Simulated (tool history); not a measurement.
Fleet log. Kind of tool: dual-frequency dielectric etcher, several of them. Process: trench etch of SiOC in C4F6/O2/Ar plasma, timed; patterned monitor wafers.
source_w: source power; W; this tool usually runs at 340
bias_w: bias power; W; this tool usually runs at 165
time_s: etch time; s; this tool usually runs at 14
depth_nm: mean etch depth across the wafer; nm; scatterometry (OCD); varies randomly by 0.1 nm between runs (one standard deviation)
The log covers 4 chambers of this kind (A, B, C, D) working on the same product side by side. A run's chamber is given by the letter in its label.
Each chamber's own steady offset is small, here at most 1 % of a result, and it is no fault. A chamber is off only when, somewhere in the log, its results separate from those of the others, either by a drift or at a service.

run	hour	source_w	bias_w	time_s	read-back reference wafer on the same gauge, depth_nm	depth_nm
1B	9.1	340	165	14	31.323	26.397
2D	17.5	340	165	14	31.293	26.722
3A	27.5	340	165	14	31.302	26.748
4C	38	340	165	14	31.309	26.588
5B	47.5	340	165	14	31.33	26.437
6C	56.9	340	165	14	31.309	26.667
7D	68.7	340	165	14	31.288	26.652
8A	78.3	340	165	14	31.312	26.39
9D	88.1	340	165	14	31.304	26.467
10A	96	340	165	14	31.321	26.553
11C	102.1	340	165	14	31.304	26.414
# hour 105.5: chamber C: wet clean of the chamber
12B	113.2	340	165	16	31.322	30.172
13A	119.8	340	165	16	31.296	30.211
14D	127.5	340	165	16	31.311	30.332
15B	136.6	340	165	16	31.321	30.329
16C	144.5	340	165	14	31.309	27.616
17D	152.4	340	165	14	31.306	26.716
18C	164.8	340	165	14	31.299	27.614
19B	171.4	340	165	14	31.322	26.425
# hour 181.1: chamber A: wet clean of the chamber
20A	182	340	165	14	31.282	26.721
21C	192	270	165	14	31.317	25.119
22B	203.9	270	165	14	31.29	24.158
23A	213.2	270	165	14	31.286	24.329
24D	223.2	270	165	14	31.299	24.442
25D	233	340	165	14	31.302	26.817
26B	241.1	340	165	14	31.307	26.389

For the next run the whole fleet of 4 chambers uses the same settings. Give each chamber's results:
27A	250.1	340	165	12.5		?
27B	250.1	340	165	12.5		?
27C	250.1	340	165	12.5		?
27D	250.1	340	165	12.5		?

run	depth_nm
27A	23.648
27B	23.511
27C	24.754
27D	23.947
